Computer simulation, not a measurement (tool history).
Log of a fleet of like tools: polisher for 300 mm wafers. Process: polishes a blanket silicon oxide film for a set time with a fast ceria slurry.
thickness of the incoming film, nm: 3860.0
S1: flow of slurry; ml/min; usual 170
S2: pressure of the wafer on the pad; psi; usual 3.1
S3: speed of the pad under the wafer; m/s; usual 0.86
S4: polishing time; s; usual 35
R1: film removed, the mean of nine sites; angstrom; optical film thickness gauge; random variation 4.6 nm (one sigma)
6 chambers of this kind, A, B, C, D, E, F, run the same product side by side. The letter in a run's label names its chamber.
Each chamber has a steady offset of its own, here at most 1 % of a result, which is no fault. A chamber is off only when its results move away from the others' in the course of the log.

run   hour   S1   S2    S3  S4      R1
       1.2  -- chamber C: worn pad replaced by a new one
 1F    8.5  170  3.1  0.86  35  5886.0
      10.4  -- chamber D: worn pad replaced by a new one
      19.5  -- chamber A: slurry nozzle cleaned
 2D   23.2  170  3.1  0.86  35  5895.3
 3E   34.5  170  3.1  0.86  35  5881.3
      37.4  -- chamber F: worn pad replaced by a new one
      41.9  -- chamber B: worn pad replaced by a new one
 4A   46.8  170  3.1  0.86  35  5910.7
 5C   55.7  170  3.1  0.86  35  5955.9
      60.6  -- chamber E: worn pad replaced by a new one
 6B   70.4  170  3.1  0.86  35  5848.4
      74.2  -- chamber E: slurry nozzle cleaned
      78.2  -- chamber A: worn pad replaced by a new one
      85.3  -- chamber F: slurry nozzle cleaned
 7A   86.3  170  3.1  0.86  35  5911.8
      92.3  -- chamber A: head pressure recalibrated
 8E   99.5  170  3.1  0.86  35  5827.1
      99.6  -- chamber C: worn pad replaced by a new one
 9C  111.9  170  3.1  0.86  35  5914.3
     123.1  -- chamber D: worn pad replaced by a new one
10B  124.8  170  3.1  0.86  35  5914.0
11F  137.0  170  3.1  0.86  35  5850.3
     145.0  -- chamber B: worn pad replaced by a new one
12D  147.7  170  3.1  0.86  35  5979.0
     154.8  -- chamber E: worn pad replaced by a new one
13E  155.2  170  3.1  0.86  35  5876.4
     159.3  -- chamber F: worn pad replaced by a new one
14F  162.6  170  3.1  0.86  35  5909.0
15B  176.4  170  3.1  0.86  35  5931.1
16C  192.9  170  3.1  0.86  35  5925.3
     197.1  -- chamber A: worn pad replaced by a new one
     207.5  -- chamber C: worn pad replaced by a new one
17D  208.8  170  3.1  0.86  35  5969.7
18A  218.0  170  3.1  0.86  35  5857.0
19E  233.4  170  3.1  0.86  35  5836.9
     245.6  -- chamber D: worn pad replaced by a new one
20D  248.9  170  3.1  0.86  35  5950.9
     251.2  -- chamber E: worn pad replaced by a new one
21C  256.7  170  3.1  0.86  35  5866.1
     257.0  -- chamber F: worn pad replaced by a new one
     268.0  -- chamber B: worn pad replaced by a new one
22F  272.1  170  3.1  0.86  35  5908.9
23A  282.2  170  3.1  0.86  35  5797.5
24B  291.6  170  3.1  0.86  35  5866.4
     305.3  -- chamber A: worn pad replaced by a new one
25D  307.8  170  3.1  0.86  35  5846.7
     311.9  -- chamber C: worn pad replaced by a new one
26C  315.5  170  3.1  0.86  35  5898.0
27F  324.8  170  3.1  0.86  35  5821.9
     334.3  -- chamber F: head pressure recalibrated
28B  334.8  170  3.1  0.86  28  4592.4
     346.6  -- chamber D: worn pad replaced by a new one
29E  348.0  170  3.1  0.86  28  4673.0
30A  360.6  170  3.1  0.86  28  4713.2
     365.4  -- chamber B: worn pad replaced by a new one
     367.1  -- chamber F: worn pad replaced by a new one
     367.8  -- chamber E: worn pad replaced by a new one
31F  373.9  170  3.1  0.86  28  4732.9
     383.9  -- chamber E: slurry nozzle cleaned
32B  389.3  170  3.1  0.86  28  4487.6
     403.6  -- chamber C: worn pad replaced by a new one
33E  404.6  170  3.1  0.86  28  4739.0
     415.6  -- chamber A: worn pad replaced by a new one
34A  420.2  170  3.1  0.86  35  5852.1
35D  431.8  170  3.1  1.08  35  7394.4
     440.0  -- chamber D: worn pad replaced by a new one
     440.2  -- chamber D: slurry nozzle cleaned
36C  442.1  170  3.1  1.08  35  7508.3
37C  452.7  170  3.1  1.08  35  7467.7
     458.9  -- chamber F: worn pad replaced by a new one
38D  466.7  170  3.1  1.08  35  7311.1
     478.4  -- chamber B: worn pad replaced by a new one
39F  480.6  170  3.1  1.08  35  7526.0
     487.3  -- chamber E: worn pad replaced by a new one
40A  494.6  170  3.1  1.08  35  7500.2
41E  508.3  210  3.1  0.86  35  6078.4
42B  517.0  210  3.1  0.86  35  5666.5
43D  528.5  210  3.1  0.86  35  6074.2
44B  538.4  210  3.1  0.86  35  5618.6

Next, every chamber runs the same settings. What will each give?
45A  550.3  170  3.1  0.86  25   ?
45B  550.3  170  3.1  0.86  25   ?
45C  550.3  170  3.1  0.86  25   ?
45D  550.3  170  3.1  0.86  25   ?
45E  550.3  170  3.1  0.86  25   ?
45F  550.3  170  3.1  0.86  25   ?

run      R1
45A  4180.2
45B  3745.8
45C  4171.5
45D  4229.7
45E  4134.8
45F  4161.2
